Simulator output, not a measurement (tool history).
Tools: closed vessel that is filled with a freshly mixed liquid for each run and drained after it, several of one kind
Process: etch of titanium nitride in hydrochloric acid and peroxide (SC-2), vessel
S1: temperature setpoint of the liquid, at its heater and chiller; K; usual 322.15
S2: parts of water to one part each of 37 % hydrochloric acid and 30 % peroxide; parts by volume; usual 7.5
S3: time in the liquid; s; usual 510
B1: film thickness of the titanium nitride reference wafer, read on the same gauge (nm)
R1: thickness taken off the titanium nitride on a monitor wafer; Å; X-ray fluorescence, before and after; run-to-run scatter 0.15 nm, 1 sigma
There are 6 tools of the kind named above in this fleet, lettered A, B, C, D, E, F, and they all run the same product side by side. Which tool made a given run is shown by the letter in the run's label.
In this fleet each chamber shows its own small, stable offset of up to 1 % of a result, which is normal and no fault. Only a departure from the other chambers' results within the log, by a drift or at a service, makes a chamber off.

{"run": "1A", "hour": 5.8, "S1": 322.15, "S2": 7.5, "S3": 510, "B1": 130.01, "R1": 163.57}
{"run": "2B", "hour": 13.7, "S1": 322.15, "S2": 7.5, "S3": 510, "B1": 130.02, "R1": 161.24}
{"hour": 21.0, "done": "chamber B: new drum of peroxide connected"}
{"run": "3D", "hour": 22.8, "S1": 322.15, "S2": 7.5, "S3": 510, "B1": 129.99, "R1": 160.2}
{"run": "4C", "hour": 33.3, "S1": 322.15, "S2": 7.5, "S3": 510, "B1": 129.99, "R1": 159.45}
{"run": "5E", "hour": 42.8, "S1": 322.15, "S2": 7.5, "S3": 510, "B1": 130.01, "R1": 162.17}
{"run": "6F", "hour": 51.4, "S1": 322.15, "S2": 7.5, "S3": 510, "B1": 129.97, "R1": 158.62}
{"hour": 57.4, "done": "chamber A: new drum of peroxide connected"}
{"run": "7B", "hour": 57.7, "S1": 322.15, "S2": 7.5, "S3": 510, "B1": 130.02, "R1": 161.56}
{"run": "8D", "hour": 63.0, "S1": 322.15, "S2": 7.5, "S3": 510, "B1": 129.99, "R1": 160.05}
{"run": "9F", "hour": 68.7, "S1": 322.15, "S2": 7.5, "S3": 510, "B1": 129.96, "R1": 159.03}
{"run": "10C", "hour": 76.1, "S1": 322.15, "S2": 7.5, "S3": 510, "B1": 130.02, "R1": 160.33}
{"hour": 79.0, "done": "chamber C: new drum of peroxide connected"}
{"run": "11E", "hour": 84.9, "S1": 322.15, "S2": 7.5, "S3": 510, "B1": 129.99, "R1": 164.34}
{"run": "12A", "hour": 93.1, "S1": 322.15, "S2": 8.5, "S3": 805, "B1": 129.99, "R1": 229.69}
{"run": "13C", "hour": 103.7, "S1": 322.15, "S2": 8.5, "S3": 805, "B1": 130.0, "R1": 227.38}
{"run": "14B", "hour": 112.7, "S1": 322.15, "S2": 8.5, "S3": 805, "B1": 130.0, "R1": 229.55}
{"run": "15F", "hour": 120.4, "S1": 322.15, "S2": 8.5, "S3": 805, "B1": 129.99, "R1": 232.38}
{"run": "16D", "hour": 131.0, "S1": 322.15, "S2": 8.5, "S3": 805, "B1": 129.99, "R1": 228.17}
{"run": "17A", "hour": 137.7, "S1": 322.15, "S2": 8.5, "S3": 805, "B1": 130.02, "R1": 232.17}
{"run": "18E", "hour": 142.4, "S1": 313.65, "S2": 6.0, "S3": 510, "B1": 130.01, "R1": 108.05}
{"run": "19F", "hour": 152.2, "S1": 313.65, "S2": 6.0, "S3": 510, "B1": 129.97, "R1": 112.51}
{"run": "20C", "hour": 158.0, "S1": 313.65, "S2": 6.0, "S3": 510, "B1": 130.0, "R1": 105.81}
{"hour": 164.8, "done": "chamber A: thermometer replaced"}
{"run": "21D", "hour": 168.9, "S1": 313.65, "S2": 6.0, "S3": 510, "B1": 130.02, "R1": 107.26}
{"run": "22A", "hour": 177.5, "S1": 313.65, "S2": 6.0, "S3": 510, "B1": 129.96, "R1": 106.45}
{"hour": 179.9, "done": "chamber C: thermometer replaced"}
{"run": "23B", "hour": 184.7, "S1": 313.65, "S2": 6.0, "S3": 510, "B1": 130.02, "R1": 106.53}
{"run": "24E", "hour": 191.1, "S1": 322.15, "S2": 7.5, "S3": 510, "B1": 129.99, "R1": 162.65}
{"run": "25D", "hour": 197.2, "S1": 322.15, "S2": 7.5, "S3": 510, "B1": 129.99, "R1": 161.95}
{"run": "26A", "hour": 202.9, "S1": 322.15, "S2": 7.5, "S3": 510, "B1": 129.98, "R1": 162.18}
{"run": "27E", "hour": 211.2, "S1": 322.15, "S2": 7.5, "S3": 510, "B1": 130.02, "R1": 162.96}
{"run": "28F", "hour": 217.9, "S1": 322.15, "S2": 7.5, "S3": 510, "B1": 130.03, "R1": 172.19}
{"run": "29C", "hour": 227.3, "S1": 322.15, "S2": 7.5, "S3": 510, "B1": 130.03, "R1": 160.35}
{"run": "30B", "hour": 232.4, "S1": 322.15, "S2": 7.5, "S3": 510, "B1": 130.02, "R1": 159.91}
{"run": "31B", "hour": 237.7, "S1": 322.15, "S2": 7.5, "S3": 510, "B1": 129.99, "R1": 161.84}
{"run": "32E", "hour": 243.2, "S1": 322.15, "S2": 7.5, "S3": 510, "B1": 130.0, "R1": 161.69}
{"run": "33F", "hour": 249.3, "S1": 322.15, "S2": 7.5, "S3": 510, "B1": 130.03, "R1": 176.35}
{"run": "34A", "hour": 254.5, "S1": 322.15, "S2": 7.5, "S3": 510, "B1": 130.02, "R1": 160.1}
{"run": "35D", "hour": 259.2, "S1": 322.15, "S2": 7.5, "S3": 510, "B1": 129.97, "R1": 160.94}
{"run": "36C", "hour": 267.9, "S1": 322.15, "S2": 7.5, "S3": 510, "B1": 130.02, "R1": 160.22}
{"run": "37E", "hour": 274.6, "S1": 322.15, "S2": 7.5, "S3": 510, "B1": 130.0, "R1": 160.99}
{"run": "38D", "hour": 284.1, "S1": 322.15, "S2": 7.5, "S3": 510, "B1": 130.01, "R1": 162.61}
{"run": "39B", "hour": 295.0, "S1": 322.15, "S2": 7.5, "S3": 510, "B1": 129.99, "R1": 159.43}
{"run": "40A", "hour": 302.6, "S1": 322.15, "S2": 7.5, "S3": 510, "B1": 129.96, "R1": 160.26}

One chamber off, gauge drift, or nothing amiss beyond the chambers' own small offsets? If it is a chamber, which one, and what is the likeliest cause?

Chamber F drifts away from the others.
Most likely cause: liquid hotter than its thermometer reads (K) = 1.76.

Which of the 4 candidates below, each the usual settings with something changed and its results left as question marks, puts chamber F back in line with what the other chambers give on the usual settings?
Maximum distance from the other chambers' mean on the usual settings for a result to count as in line: R1 5.20 Å
{"run": "41F-1", "hour": 310.4, "S1": 323.15, "S2": 7.0, "S3": 540, "R1": "?"}
{"run": "41F-2", "hour": 310.4, "S1": 322.15, "S2": 8.0, "S3": 480, "R1": "?"}
{"run": "41F-3", "hour": 310.4, "S1": 323.15, "S2": 7.5, "S3": 530, "R1": "?"}
{"run": "41F-4", "hour": 310.4, "S1": 321.15, "S2": 8.0, "S3": 480, "R1": "?"}

Average result of the remaining chambers running the usual settings: R1 160.96 Å
run=41F-1 R1=215.91
run=41F-2 R1=161.91
run=41F-3 R1=200.78
run=41F-4 R1=151.59
41F-2 puts the chamber back in line with the other chambers.

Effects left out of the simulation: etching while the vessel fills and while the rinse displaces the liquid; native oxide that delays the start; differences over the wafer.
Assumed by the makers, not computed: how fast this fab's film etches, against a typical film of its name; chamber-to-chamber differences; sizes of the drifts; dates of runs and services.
